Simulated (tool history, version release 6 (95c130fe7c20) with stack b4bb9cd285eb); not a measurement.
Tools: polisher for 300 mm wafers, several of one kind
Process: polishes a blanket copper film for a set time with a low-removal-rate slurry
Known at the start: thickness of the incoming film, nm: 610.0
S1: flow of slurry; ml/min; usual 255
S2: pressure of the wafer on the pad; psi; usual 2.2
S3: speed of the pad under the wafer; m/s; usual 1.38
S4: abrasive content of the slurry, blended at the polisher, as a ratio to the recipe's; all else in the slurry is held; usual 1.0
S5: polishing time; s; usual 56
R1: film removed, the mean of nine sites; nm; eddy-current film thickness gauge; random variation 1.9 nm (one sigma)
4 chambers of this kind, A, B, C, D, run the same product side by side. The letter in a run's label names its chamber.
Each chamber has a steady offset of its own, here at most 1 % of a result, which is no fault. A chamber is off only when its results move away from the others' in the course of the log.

At hour 3.5: chamber B: slurry blender recalibrated.
Run 1B, hour 5.1: usual settings. Result: R1 205.70 nm.
At hour 7.5: chamber D: slurry blender recalibrated.
Run 2D, hour 9.1: usual settings. Result: R1 205.33 nm.
At hour 10.9: chamber A: worn pad replaced by a new one.
Run 3A, hour 13.0: usual settings. Result: R1 206.17 nm.
At hour 17.5: chamber D: worn pad replaced by a new one.
Run 4C, hour 18.0: usual settings. Result: R1 207.47 nm.
Run 5A, hour 23.5: usual settings. Result: R1 209.52 nm.
Run 6B, hour 28.8: usual settings. Result: R1 207.29 nm.
Run 7C, hour 32.6: usual settings. Result: R1 206.98 nm.
At hour 36.4: chamber C: worn pad replaced by a new one.
Run 8D, hour 37.7: usual settings. Result: R1 208.94 nm.
At hour 40.3: chamber B: worn pad replaced by a new one.
Run 9B, hour 41.8: usual settings. Result: R1 207.95 nm.
Run 10C, hour 47.5: usual settings. Result: R1 210.58 nm.
Run 11D, hour 51.0: usual settings. Result: R1 209.44 nm.
Run 12A, hour 55.2: usual settings. Result: R1 206.40 nm.
Run 13D, hour 58.0: usual settings. Result: R1 207.39 nm.
Run 14B, hour 62.5: usual settings. Result: R1 207.55 nm.
Run 15C, hour 68.1: usual settings. Result: R1 204.43 nm.
Run 16A, hour 73.2: usual settings. Result: R1 203.81 nm.
At hour 75.9: chamber C: worn pad replaced by a new one.
Run 17B, hour 76.9: usual settings. Result: R1 208.97 nm.
At hour 81.1: chamber D: worn pad replaced by a new one.
Run 18A, hour 81.9: usual settings. Result: R1 206.66 nm.
At hour 82.7: chamber C: slurry blender recalibrated.
Run 19D, hour 84.7: usual settings. Result: R1 207.76 nm.
Run 20C, hour 87.2: usual settings. Result: R1 202.88 nm.
Run 21B, hour 90.2: usual settings. Result: R1 203.18 nm.
Run 22D, hour 95.2: usual settings but S4 1.2, S5 75 s. Result: R1 286.14 nm.
At hour 96.3: chamber A: head pressure recalibrated.
At hour 97.3: chamber A: worn pad replaced by a new one.
At hour 97.6: chamber B: worn pad replaced by a new one.
Run 23A, hour 100.8: usual settings but S4 1.2, S5 75 s. Result: R1 288.93 nm.
Run 24C, hour 104.9: usual settings but S4 1.2, S5 75 s. Result: R1 292.97 nm.
Run 25A, hour 110.0: usual settings but S4 1.2, S5 75 s. Result: R1 291.76 nm.
Run 26B, hour 112.8: usual settings but S4 1.3, S5 50 s. Result: R1 193.96 nm.
At hour 114.3: chamber C: worn pad replaced by a new one.
Run 27D, hour 115.9: usual settings but S4 1.3, S5 50 s. Result: R1 194.68 nm.
Run 28C, hour 118.7: usual settings but S4 1.3, S5 50 s. Result: R1 193.10 nm.
At hour 122.5: chamber A: slurry blender recalibrated.
At hour 123.5: chamber C: head pressure recalibrated.
Run 29A, hour 123.8: usual settings but S4 1.3, S5 50 s. Result: R1 197.30 nm.
Run 30B, hour 126.9: usual settings. Result: R1 205.42 nm.
At hour 130.8: chamber D: slurry blender recalibrated.
Run 31C, hour 132.1: usual settings. Result: R1 207.51 nm.
Run 32D, hour 135.3: usual settings. Result: R1 208.60 nm.
At hour 137.3: chamber B: slurry blender recalibrated.
Run 33D, hour 140.5: usual settings. Result: R1 207.50 nm.
Run 34C, hour 143.1: usual settings. Result: R1 205.70 nm.
At hour 146.0: chamber D: worn pad replaced by a new one.
Run 35A, hour 146.5: usual settings. Result: R1 209.46 nm.
Run 36B, hour 149.5: usual settings. Result: R1 209.34 nm.
Run 37D, hour 154.8: usual settings. Result: R1 210.50 nm.
At hour 154.9: chamber B: worn pad replaced by a new one.
At hour 158.5: chamber C: worn pad replaced by a new one.
Run 38B, hour 159.4: usual settings. Result: R1 207.36 nm.
Run 39A, hour 165.1: usual settings. Result: R1 205.25 nm.
Run 40C, hour 169.2: usual settings. Result: R1 207.15 nm.

Next, every chamber runs the same settings. What will each give?
Run 41A, hour 173.3: usual settings but S3 1.22 m/s. Result: R1 ?.
Run 41B, hour 173.3: usual settings but S3 1.22 m/s. Result: R1 ?.
Run 41C, hour 173.3: usual settings but S3 1.22 m/s. Result: R1 ?.
Run 41D, hour 173.3: usual settings but S3 1.22 m/s. Result: R1 ?.

run      R1
41A  184.82
41B  181.81
41C  183.79
41D  186.45
